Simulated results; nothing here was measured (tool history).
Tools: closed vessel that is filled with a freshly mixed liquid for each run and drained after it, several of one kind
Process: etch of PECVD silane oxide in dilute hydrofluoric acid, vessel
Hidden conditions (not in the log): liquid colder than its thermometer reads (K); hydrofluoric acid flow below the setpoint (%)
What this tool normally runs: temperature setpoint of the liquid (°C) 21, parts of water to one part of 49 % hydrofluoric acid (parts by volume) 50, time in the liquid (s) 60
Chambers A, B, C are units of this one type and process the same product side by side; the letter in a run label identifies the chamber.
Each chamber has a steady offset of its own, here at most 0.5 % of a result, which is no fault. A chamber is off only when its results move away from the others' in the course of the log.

run   hour  temperature setpoint of the liquid (°C)  parts of water to one part of 49 % hydrofluoric acid (parts by volume)  time in the liquid (s)  hours since the thermometer was replaced  hours since the hydrofluoric acid flow meter was replaced  read-back film thickness of the PECVD silane oxide reference wafer, read on the same gauge (nm)  thickness taken off the PECVD silane oxide on a monitor wafer (nm)
 1B   12.6                                       21                                                                      50                      60                                     655.6                                                      398.2                                                                                           149.99                                                              28.180
 2A   19.1                                       21                                                                      50                      60                                     432.7                                                      320.6                                                                                           149.99                                                              27.842
 3C   29.2                                       21                                                                      50                      60                                     355.3                                                      914.0                                                                                           150.01                                                              28.554
 4B   41.0                                       21                                                                      50                      60                                     684.0                                                      426.6                                                                                           149.97                                                              28.287
 5C   48.5                                       21                                                                      50                      60                                     374.6                                                      933.3                                                                                           150.00                                                              28.047
 6A   62.6                                       21                                                                      50                      60                                     476.2                                                      364.1                                                                                           150.00                                                              28.349
 7A   74.2                                       21                                                                      50                      60                                     487.8                                                      375.7                                                                                           150.05                                                              28.047
 8B   82.8                                       21                                                                      50                      60                                     725.8                                                      468.4                                                                                           149.94                                                              28.062
 9C   91.9                                       21                                                                      50                      60                                     418.0                                                      976.7                                                                                           149.98                                                              28.399
10B   99.7                                       21                                                                      50                      60                                     742.7                                                      485.3                                                                                           150.03                                                              28.088
     103.8  -- chamber C: hydrofluoric acid flow meter replaced
11C  113.0                                       21                                                                      50                      60                                     439.1                                                        9.2                                                                                           150.01                                                              28.343
12A  125.5                                       21                                                                      50                      60                                     539.1                                                      427.0                                                                                           149.95                                                              28.210
13A  136.9                                       21                                                                      50                      60                                     550.5                                                      438.4                                                                                           150.00                                                              27.700
14B  148.5                                       21                                                                      50                      90                                     791.5                                                      534.1                                                                                           149.99                                                              42.297
15C  160.9                                       21                                                                      50                      90                                     487.0                                                       57.1                                                                                           150.03                                                              41.660
16B  169.6                                       21                                                                      50                      90                                     812.6                                                      555.2                                                                                           150.00                                                              42.499
17C  176.5                                       21                                                                      50                      60                                     502.6                                                       72.7                                                                                           150.01                                                              28.073
18A  189.7                                       21                                                                      50                      60                                     603.3                                                      491.2                                                                                           149.98                                                              28.042
19B  197.4                                       21                                                                      50                      60                                     840.4                                                      583.0                                                                                           150.03                                                              28.204
20C  211.1                                       21                                                                      50                      60                                     537.2                                                      107.3                                                                                           150.00                                                              27.977

All 3 chambers run these settings next. Forecast each chamber's results:
21A  221.2                                       26                                                                      50                      60                                                                                                                                                                                                                                                                         ?
21B  221.2                                       26                                                                      50                      60                                                                                                                                                                                                                                                                         ?
21C  221.2                                       26                                                                      50                      60                                                                                                                                                                                                                                                                         ?

run  thickness taken off the PECVD silane oxide on a monitor wafer (nm)
21A                                                              34.325
21B                                                              34.832
21C                                                              34.517

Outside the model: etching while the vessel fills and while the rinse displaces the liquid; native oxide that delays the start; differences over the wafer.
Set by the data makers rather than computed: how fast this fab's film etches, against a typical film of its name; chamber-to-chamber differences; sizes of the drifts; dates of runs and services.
